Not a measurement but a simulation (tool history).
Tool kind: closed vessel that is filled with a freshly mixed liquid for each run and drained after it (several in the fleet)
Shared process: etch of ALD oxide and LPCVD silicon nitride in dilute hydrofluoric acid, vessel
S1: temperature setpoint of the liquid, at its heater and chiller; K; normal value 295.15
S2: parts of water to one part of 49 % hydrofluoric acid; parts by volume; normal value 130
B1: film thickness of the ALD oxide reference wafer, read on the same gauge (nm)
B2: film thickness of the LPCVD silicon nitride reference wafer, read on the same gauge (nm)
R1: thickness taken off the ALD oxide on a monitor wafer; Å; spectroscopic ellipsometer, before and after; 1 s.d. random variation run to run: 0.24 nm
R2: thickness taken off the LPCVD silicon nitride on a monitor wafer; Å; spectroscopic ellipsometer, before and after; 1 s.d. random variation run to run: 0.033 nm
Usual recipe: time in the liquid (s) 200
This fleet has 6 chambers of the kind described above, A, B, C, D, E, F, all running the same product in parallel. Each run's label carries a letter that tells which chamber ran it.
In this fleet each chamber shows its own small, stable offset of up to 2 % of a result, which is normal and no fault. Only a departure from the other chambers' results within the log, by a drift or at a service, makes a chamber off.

Run 1B, day 0.325: usual settings; B1 59.987; B2 120. Result: R1 335.42 Å, R2 7.1667 Å.
Run 2A, day 0.821: usual settings; B1 60.004; B2 119.97. Result: R1 335.54 Å, R2 6.4495 Å.
Run 3C, day 1.358: usual settings; B1 59.976; B2 120.02. Result: R1 328.34 Å, R2 6.5844 Å.
Run 4E, day 1.762: usual settings; B1 60.039; B2 119.99. Result: R1 328.58 Å, R2 6.9526 Å.
Run 5D, day 2.325: usual settings; B1 60.026; B2 119.98. Result: R1 330.55 Å, R2 7.1214 Å.
Run 6F, day 2.621: usual settings; B1 60.002; B2 120. Result: R1 329.69 Å, R2 6.8424 Å.
Run 7B, day 3.033: usual settings; B1 59.987; B2 119.98. Result: R1 331.58 Å, R2 6.8399 Å.
Run 8A, day 3.379: usual settings but time in the liquid (s) 280; B1 59.989; B2 119.99. Result: R1 467.43 Å, R2 9.3871 Å.
Run 9D, day 3.871: usual settings but time in the liquid (s) 280; B1 59.989; B2 119.93. Result: R1 462.61 Å, R2 8.4189 Å.
Run 10E, day 4.233: usual settings but time in the liquid (s) 280; B1 60.017; B2 120. Result: R1 457.53 Å, R2 9.2133 Å.
Run 11C, day 4.704: usual settings but time in the liquid (s) 280; B1 59.988; B2 120.03. Result: R1 459.76 Å, R2 10.368 Å.
Run 12F, day 5.1: usual settings but time in the liquid (s) 280; B1 59.975; B2 119.98. Result: R1 461.67 Å, R2 9.7629 Å.
Run 13C, day 5.575: usual settings but time in the liquid (s) 280; B1 60.001; B2 119.98. Result: R1 459.33 Å, R2 9.0078 Å.
At day 5.867: chamber E: hydrofluoric acid flow meter replaced.
Run 14F, day 6.004: usual settings but S2 95 parts by volume, time in the liquid (s) 105; B1 60.007; B2 119.94. Result: R1 249.76 Å, R2 4.8401 Å.
Run 15E, day 6.296: usual settings but S2 95 parts by volume, time in the liquid (s) 105; B1 59.947; B2 120.01. Result: R1 245.2 Å, R2 5.2446 Å.
Run 16D, day 6.55: usual settings but S2 95 parts by volume, time in the liquid (s) 105; B1 59.976; B2 119.98. Result: R1 249.2 Å, R2 5.1539 Å.
Run 17A, day 7.067: usual settings but S2 95 parts by volume, time in the liquid (s) 105; B1 60.006; B2 119.98. Result: R1 246.07 Å, R2 4.9656 Å.
Run 18B, day 7.492: usual settings but S2 95 parts by volume, time in the liquid (s) 105; B1 59.977; B2 120.03. Result: R1 244.14 Å, R2 4.6887 Å.
Run 19A, day 7.825: usual settings but S2 95 parts by volume, time in the liquid (s) 105; B1 60.046; B2 120. Result: R1 253.2 Å, R2 5.0212 Å.
Run 20D, day 8.242: usual settings; B1 59.987; B2 119.98. Result: R1 334.54 Å, R2 6.7092 Å.
Run 21B, day 8.779: usual settings; B1 59.97; B2 119.98. Result: R1 323.45 Å, R2 6.9253 Å.
Run 22F, day 9.117: usual settings; B1 60.01; B2 119.99. Result: R1 334.25 Å, R2 6.7323 Å.
Run 23C, day 9.554: usual settings; B1 59.999; B2 119.99. Result: R1 329.24 Å, R2 7.2869 Å.
Run 24E, day 9.817: usual settings but time in the liquid (s) 155; B1 60.011; B2 119.97. Result: R1 255.52 Å, R2 5.2784 Å.
Run 25B, day 10.142: usual settings but time in the liquid (s) 155; B1 60.018; B2 119.94. Result: R1 246.47 Å, R2 5.0102 Å.
Run 26C, day 10.596: usual settings but time in the liquid (s) 155; B1 60.003; B2 119.97. Result: R1 254.9 Å, R2 5.5004 Å.
At day 10.646: chamber F: thermometer replaced.
Run 27D, day 11: usual settings but time in the liquid (s) 155; B1 60.013; B2 120.03. Result: R1 258.08 Å, R2 5.0492 Å.
Run 28A, day 11.271: usual settings but time in the liquid (s) 155; B1 60.003; B2 120. Result: R1 252.79 Å, R2 5.0347 Å.
Run 29E, day 11.6: usual settings but time in the liquid (s) 155; B1 59.94; B2 119.99. Result: R1 255.85 Å, R2 4.8249 Å.
Run 30F, day 11.908: usual settings; B1 60; B2 119.95. Result: R1 331.21 Å, R2 6.5627 Å.
Run 31C, day 12.271: usual settings; B1 60.008; B2 120.02. Result: R1 331.73 Å, R2 6.8663 Å.
Run 32D, day 12.529: usual settings but time in the liquid (s) 290; B1 60.044; B2 119.97. Result: R1 480.49 Å, R2 10.093 Å.
Run 33B, day 13.062: usual settings but time in the liquid (s) 290; B1 60.002; B2 119.98. Result: R1 457.32 Å, R2 8.3511 Å.
Run 34A, day 13.446: usual settings but time in the liquid (s) 290; B1 60.022; B2 120.01. Result: R1 480.94 Å, R2 9.162 Å.
Run 35E, day 13.808: usual settings but time in the liquid (s) 290; B1 60.046; B2 119.98. Result: R1 470.42 Å, R2 10.544 Å.
Run 36F, day 14.158: usual settings but time in the liquid (s) 290; B1 60.008; B2 120.02. Result: R1 478.6 Å, R2 10.277 Å.
Run 37B, day 14.738: usual settings but time in the liquid (s) 290; B1 60.024; B2 120. Result: R1 450.16 Å, R2 8.6969 Å.

Decide between three cases: one chamber stands off from its peers, the gauge reading all wafers drifts, or nothing is wrong past each chamber's small offset. Where a chamber is off, say which and what most likely put it there.

It is chamber B that slowly wanders off from its peers.
Likeliest cause: liquid colder than its thermometer reads (K) = 1.65.

Here are 4 candidates for chamber B's next run, each the usual settings with a change, their results left as question marks. Which one brings its results back in line with what the others give on the usual settings?
In-line tolerance around the mean of the other chambers on the usual settings: R1 8.5 Å; R2 1.2 Å
Run 38B-1, day 15.158: usual settings but S1 293.15 K, S2 125 parts by volume, time in the liquid (s) 185. Result: R1 ?, R2 ?.
Run 38B-2, day 15.158: usual settings but S1 297.15 K, S2 135 parts by volume, time in the liquid (s) 215. Result: R1 ?, R2 ?.
Run 38B-3, day 15.158: usual settings but S1 293.65 K, S2 125 parts by volume, time in the liquid (s) 190. Result: R1 ?, R2 ?.
Run 38B-4, day 15.158: usual settings but S1 296.65 K, S2 135 parts by volume, time in the liquid (s) 210. Result: R1 ?, R2 ?.

Average result of the remaining chambers running the usual settings: R1 330.87 Å; R2 6.7296 Å
  run      R1      R2
38B-1  278.15  5.0324
38B-2  347.76  7.1034
38B-3   291.7  5.3514
38B-4  333.05  6.7131
The right change is 38B-4: it brings the chamber back within the allowed miss of the others.

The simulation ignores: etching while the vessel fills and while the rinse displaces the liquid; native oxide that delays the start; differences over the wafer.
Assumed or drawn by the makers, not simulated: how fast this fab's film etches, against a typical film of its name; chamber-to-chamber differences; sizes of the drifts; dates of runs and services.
